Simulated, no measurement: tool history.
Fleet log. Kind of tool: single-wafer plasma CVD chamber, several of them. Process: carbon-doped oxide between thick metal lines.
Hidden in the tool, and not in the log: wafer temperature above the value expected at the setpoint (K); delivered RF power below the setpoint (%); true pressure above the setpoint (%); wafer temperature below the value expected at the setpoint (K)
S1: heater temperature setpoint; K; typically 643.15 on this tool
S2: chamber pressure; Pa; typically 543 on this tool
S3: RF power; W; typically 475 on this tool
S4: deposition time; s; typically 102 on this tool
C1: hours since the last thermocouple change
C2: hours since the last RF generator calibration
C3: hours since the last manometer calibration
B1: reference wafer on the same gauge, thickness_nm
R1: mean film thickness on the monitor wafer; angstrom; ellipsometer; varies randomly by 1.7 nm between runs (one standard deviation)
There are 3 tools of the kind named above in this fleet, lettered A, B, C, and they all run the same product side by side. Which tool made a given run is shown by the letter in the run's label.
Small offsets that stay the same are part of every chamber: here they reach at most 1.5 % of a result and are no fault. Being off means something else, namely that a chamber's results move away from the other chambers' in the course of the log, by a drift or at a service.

run 1A day=0.138 | S1=643.15 S2=543 S3=475 S4=102 | C1=22.7 C2=1140.3 C3=1191.7 | B1=391.2 | R1=4549.7
run 2C day=0.292 | S1=643.15 S2=543 S3=475 S4=102 | C1=773.5 C2=498.5 C3=1442.8 | B1=391.03 | R1=4647.7
run 3B day=0.504 | S1=643.15 S2=543 S3=475 S4=102 | C1=1121.5 C2=293.8 C3=1974.7 | B1=390.81 | R1=4567.8
run 4B day=0.667 | S1=643.15 S2=543 S3=475 S4=102 | C1=1125.4 C2=297.7 C3=1978.6 | B1=391 | R1=4553.7
run 5A day=0.846 | S1=643.15 S2=543 S3=475 S4=102 | C1=39.7 C2=1157.3 C3=1208.7 | B1=391.31 | R1=4561.8
run 6C day=0.971 | S1=643.15 S2=543 S3=475 S4=102 | C1=789.8 C2=514.8 C3=1459.1 | B1=390.92 | R1=4681.6
run 7A day=1.1 | S1=643.15 S2=543 S3=475 S4=102 | C1=45.8 C2=1163.4 C3=1214.8 | B1=391.18 | R1=4571.4
run 8C day=1.225 | S1=643.15 S2=543 S3=475 S4=102 | C1=795.9 C2=520.9 C3=1465.2 | B1=391.38 | R1=4625.1
run 9B day=1.446 | S1=643.15 S2=543 S3=475 S4=102 | C1=1144.1 C2=316.4 C3=1997.3 | B1=390.84 | R1=4521
run 10C day=1.612 | S1=643.15 S2=543 S3=475 S4=102 | C1=805.2 C2=530.2 C3=1474.5 | B1=391.21 | R1=4620.9
run 11B day=1.812 | S1=635.15 S2=543 S3=475 S4=102 | C1=1152.9 C2=325.2 C3=2006.1 | B1=390.95 | R1=4597.8
run 12A day=1.962 | S1=635.15 S2=543 S3=475 S4=102 | C1=66.5 C2=1184.1 C3=1235.5 | B1=390.96 | R1=4625.5
run 13C day=2.088 | S1=635.15 S2=543 S3=475 S4=102 | C1=816.6 C2=541.6 C3=1485.9 | B1=390.97 | R1=4699.9
run 14B day=2.279 | S1=643.15 S2=543 S3=475 S4=102 | C1=1164.1 C2=336.4 C3=2017.3 | B1=391.02 | R1=4462
run 15A day=2.417 | S1=643.15 S2=543 S3=475 S4=102 | C1=77.4 C2=1195 C3=1246.4 | B1=390.7 | R1=4534.5
run 16A day=2.604 | S1=643.15 S2=543 S3=475 S4=102 | C1=81.9 C2=1199.5 C3=1250.9 | B1=391.05 | R1=4551
run 17B day=2.729 | S1=643.15 S2=543 S3=475 S4=102 | C1=1174.9 C2=347.2 C3=2028.1 | B1=391.15 | R1=4463.7
run 18C day=2.933 | S1=643.15 S2=543 S3=475 S4=102 | C1=836.9 C2=561.9 C3=1506.2 | B1=391.03 | R1=4632.7
run 19A day=3.142 | S1=643.15 S2=543 S3=475 S4=102 | C1=94.8 C2=1212.4 C3=1263.8 | B1=391.09 | R1=4560.6
run 20C day=3.308 | S1=643.15 S2=543 S3=475 S4=102 | C1=845.9 C2=570.9 C3=1515.2 | B1=390.74 | R1=4642
run 21B day=3.483 | S1=643.15 S2=543 S3=475 S4=102 | C1=1193 C2=365.3 C3=2046.2 | B1=391.28 | R1=4388.7
run 22A day=3.646 | S1=643.15 S2=543 S3=475 S4=102 | C1=106.9 C2=1224.5 C3=1275.9 | B1=390.87 | R1=4579.9
run 23B day=3.775 | S1=643.15 S2=543 S3=475 S4=102 | C1=1200 C2=372.3 C3=2053.2 | B1=391.15 | R1=4342.8
run 24C day=3.958 | S1=643.15 S2=543 S3=475 S4=102 | C1=861.5 C2=586.5 C3=1530.8 | B1=390.87 | R1=4635.9

One chamber off, gauge drift, or nothing amiss beyond the chambers' own small offsets? If it is a chamber, which one, and what is the likeliest cause?

Little by little, chamber B moves away from the other chambers.
Cause: delivered RF power below the setpoint (%) = 7.67.

Below are 4 candidate recipes for chamber B's next run, each the usual settings with a change, their results shown as question marks. Which of them brings B's results back in line with what the other chambers give on the usual settings?
A result is in line if it is within this distance of the other chambers' mean on the usual settings: R1 61 angstrom
run 25B-1 day=4.121 | S1=642.15 S2=549 S3=475 S4=107 | R1=?
run 25B-2 day=4.121 | S1=643.15 S2=543 S3=475 S4=93 | R1=?
run 25B-3 day=4.121 | S1=643.15 S2=529 S3=440 S4=102 | R1=?
run 25B-4 day=4.121 | S1=643.15 S2=543 S3=540 S4=102 | R1=?

Other chambers, usual settings, mean: R1 4587.9 angstrom
run=25B-1 R1=4566.9
run=25B-2 R1=3956.5
run=25B-3 R1=4087.1
run=25B-4 R1=4717.9
25B-1 is the one that brings the chamber's results back in line with the other chambers.
